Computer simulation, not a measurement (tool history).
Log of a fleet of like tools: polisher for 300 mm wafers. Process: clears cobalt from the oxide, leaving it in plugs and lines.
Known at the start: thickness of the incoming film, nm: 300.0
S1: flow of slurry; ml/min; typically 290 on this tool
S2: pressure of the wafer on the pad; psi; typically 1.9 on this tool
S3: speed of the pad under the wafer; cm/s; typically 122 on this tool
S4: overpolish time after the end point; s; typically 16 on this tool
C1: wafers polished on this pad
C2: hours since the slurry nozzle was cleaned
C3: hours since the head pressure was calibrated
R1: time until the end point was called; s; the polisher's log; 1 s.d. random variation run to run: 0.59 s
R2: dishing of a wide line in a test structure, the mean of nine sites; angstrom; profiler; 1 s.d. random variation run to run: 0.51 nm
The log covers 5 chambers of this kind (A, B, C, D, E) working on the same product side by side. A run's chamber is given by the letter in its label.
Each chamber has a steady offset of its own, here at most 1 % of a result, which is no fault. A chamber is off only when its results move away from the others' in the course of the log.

At hour 2: chamber B: worn pad replaced by a new one.
Run 1E, hour 4: usual settings; C1 600; C2 78; C3 330.7. Result: R1 55.496 s, R2 441.5 angstrom.
At hour 6.7: chamber A: head pressure recalibrated.
Run 2D, hour 6.9: usual settings; C1 1093; C2 713.9; C3 409.9. Result: R1 57.041 s, R2 444.56 angstrom.
At hour 10.8: chamber E: worn pad replaced by a new one.
Run 3C, hour 11.9: usual settings; C1 220; C2 361.4; C3 816.2. Result: R1 55.568 s, R2 436.68 angstrom.
Run 4B, hour 15.7: usual settings; C1 170; C2 337.2; C3 448.6. Result: R1 55.483 s, R2 452.56 angstrom.
Run 5A, hour 20.5: usual settings; C1 1052; C2 226; C3 13.9. Result: R1 56.56 s, R2 437.01 angstrom.
Run 6E, hour 24.2: usual settings; C1 166; C2 98.2; C3 350.9. Result: R1 55.437 s, R2 450.76 angstrom.
At hour 28.4: chamber D: worn pad replaced by a new one.
Run 7A, hour 28.5: usual settings; C1 1151; C2 234; C3 21.9. Result: R1 56.494 s, R2 443.7 angstrom.
Run 8C, hour 32.4: usual settings; C1 474; C2 381.9; C3 836.7. Result: R1 56.63 s, R2 441.58 angstrom.
Run 9D, hour 35.6: usual settings; C1 89; C2 742.6; C3 438.6. Result: R1 55.37 s, R2 442.16 angstrom.
At hour 37.2: chamber D: head pressure recalibrated.
Run 10B, hour 39.4: usual settings; C1 463; C2 360.9; C3 472.3. Result: R1 55.835 s, R2 444.19 angstrom.
Run 11B, hour 42.3: usual settings; C1 499; C2 363.8; C3 475.2. Result: R1 56.32 s, R2 440.32 angstrom.
Run 12E, hour 46.3: usual settings; C1 439; C2 120.3; C3 373. Result: R1 56.056 s, R2 442.57 angstrom.
At hour 47.8: chamber B: worn pad replaced by a new one.
Run 13A, hour 50.5: usual settings; C1 1424; C2 256; C3 43.9. Result: R1 55.729 s, R2 438.89 angstrom.
Run 14C, hour 55.1: usual settings; C1 755; C2 404.6; C3 859.4. Result: R1 55.254 s, R2 446.36 angstrom.
Run 15D, hour 59.7: usual settings; C1 387; C2 766.7; C3 22.5. Result: R1 56.017 s, R2 439.46 angstrom.
At hour 61.8: chamber E: worn pad replaced by a new one.
Run 16B, hour 64.3: usual settings; C1 204; C2 385.8; C3 497.2. Result: R1 56.39 s, R2 447.72 angstrom.
At hour 66.7: chamber A: worn pad replaced by a new one.
Run 17E, hour 67.1: usual settings; C1 66; C2 141.1; C3 393.8. Result: R1 56.643 s, R2 453 angstrom.
At hour 69.5: chamber C: worn pad replaced by a new one.
Run 18C, hour 71.4: usual settings; C1 23; C2 420.9; C3 875.7. Result: R1 56.128 s, R2 445.61 angstrom.
Run 19A, hour 75.8: usual settings; C1 113; C2 281.3; C3 69.2. Result: R1 57.876 s, R2 444.36 angstrom.
Run 20D, hour 80.7: usual settings; C1 648; C2 787.7; C3 43.5. Result: R1 55.578 s, R2 446.61 angstrom.
Run 21C, hour 86.1: usual settings; C1 205; C2 435.6; C3 890.4. Result: R1 57.505 s, R2 441.04 angstrom.
Run 22E, hour 91.5: usual settings; C1 368; C2 165.5; C3 418.2. Result: R1 56.765 s, R2 443.51 angstrom.
At hour 93.4: chamber B: head pressure recalibrated.
At hour 93.7: chamber B: worn pad replaced by a new one.
Run 23D, hour 96.6: usual settings but S3 154 cm/s; C1 844; C2 803.6; C3 59.4. Result: R1 45.015 s, R2 492.61 angstrom.
Run 24A, hour 101.4: usual settings but S3 154 cm/s; C1 430; C2 306.9; C3 94.8. Result: R1 45.806 s, R2 480.44 angstrom.
Run 25B, hour 105.2: usual settings but S3 154 cm/s; C1 142; C2 426.7; C3 11.9. Result: R1 49.433 s, R2 475.05 angstrom.
At hour 109: chamber D: slurry nozzle cleaned.
Run 26C, hour 110.6: usual settings but S3 154 cm/s; C1 509; C2 460.1; C3 914.9. Result: R1 44.162 s, R2 490.11 angstrom.
At hour 115.2: chamber E: worn pad replaced by a new one.
Run 27B, hour 115.5: usual settings but S3 154 cm/s; C1 270; C2 437; C3 22.2. Result: R1 48.701 s, R2 468.49 angstrom.
Run 28E, hour 119.9: usual settings; C1 58; C2 193.9; C3 446.6. Result: R1 55.191 s, R2 439.15 angstrom.
Run 29D, hour 124.2: usual settings; C1 1186; C2 15.3; C3 87. Result: R1 57.698 s, R2 444.91 angstrom.
At hour 126.2: chamber D: worn pad replaced by a new one.
Run 30A, hour 128.6: usual settings; C1 767; C2 334.1; C3 122. Result: R1 56.827 s, R2 435.11 angstrom.
At hour 132.4: chamber B: worn pad replaced by a new one.
Run 31E, hour 134.1: usual settings; C1 234; C2 208.1; C3 460.8. Result: R1 56.851 s, R2 449.77 angstrom.
Run 32C, hour 137.5: usual settings; C1 842; C2 487; C3 941.8. Result: R1 55.947 s, R2 444.54 angstrom.
Run 33D, hour 142.5: usual settings; C1 202; C2 33.6; C3 105.3. Result: R1 57.108 s, R2 440.87 angstrom.
Run 34B, hour 145.4: usual settings; C1 161; C2 466.9; C3 52.1. Result: R1 62.233 s, R2 421.91 angstrom.
At hour 148.6: chamber C: worn pad replaced by a new one.
Run 35A, hour 149.8: usual settings; C1 1030; C2 355.3; C3 143.2. Result: R1 56.917 s, R2 447.09 angstrom.
Run 36E, hour 155.4: usual settings; C1 498; C2 229.4; C3 482.1. Result: R1 56.257 s, R2 445.24 angstrom.
Run 37B, hour 159.4: usual settings; C1 335; C2 480.9; C3 66.1. Result: R1 61.335 s, R2 420.35 angstrom.
Run 38C, hour 163.9: usual settings; C1 190; C2 513.4; C3 968.2. Result: R1 57.153 s, R2 435.77 angstrom.
Run 39D, hour 168.9: usual settings; C1 529; C2 60; C3 131.7. Result: R1 55.642 s, R2 442.36 angstrom.
Run 40A, hour 172.9: usual settings; C1 1316; C2 378.4; C3 166.3. Result: R1 57.352 s, R2 451.18 angstrom.
Run 41B, hour 176.3: usual settings; C1 544; C2 497.8; C3 83. Result: R1 62.111 s, R2 431.32 angstrom.

Which is it: a chamber that has drifted or been left off by a service, a gauge drift common to all chambers, or only each chamber's usual small offset? If a chamber is off, name it and its likeliest cause.

The work done on chamber B during a service left it standing apart from the others.
Most likely cause: head's pressure below its setpoint, % = 9.66.

Below are 4 candidate recipes for chamber B's next run, each the usual settings with a change, their results shown as question marks. Which of them brings B's results back in line with what the other chambers give on the usual settings?
Allowed miss from the other chambers' usual-settings mean, per result, to count as in line: R1 2.1 s; R2 18 angstrom
Run 42B-1, hour 180.5: usual settings but S2 2 psi, S3 128 cm/s. Result: R1 ?, R2 ?.
Run 42B-2, hour 180.5: usual settings but S2 1.7 psi, S3 112 cm/s, S4 17 s. Result: R1 ?, R2 ?.
Run 42B-3, hour 180.5: usual settings but S2 2.1 psi, S3 132 cm/s. Result: R1 ?, R2 ?.
Run 42B-4, hour 180.5: usual settings but S2 1.8 psi, S3 116 cm/s. Result: R1 ?, R2 ?.

Usual-settings mean across the other chambers: R1 56.42 s; R2 444.34 angstrom
  run      R1      R2
42B-1  56.193  444.53
42B-2  75.787   395.9
42B-3  51.858  459.97
42B-4  69.043  402.56
The right change is 42B-1: it brings the chamber back within the allowed miss of the others.
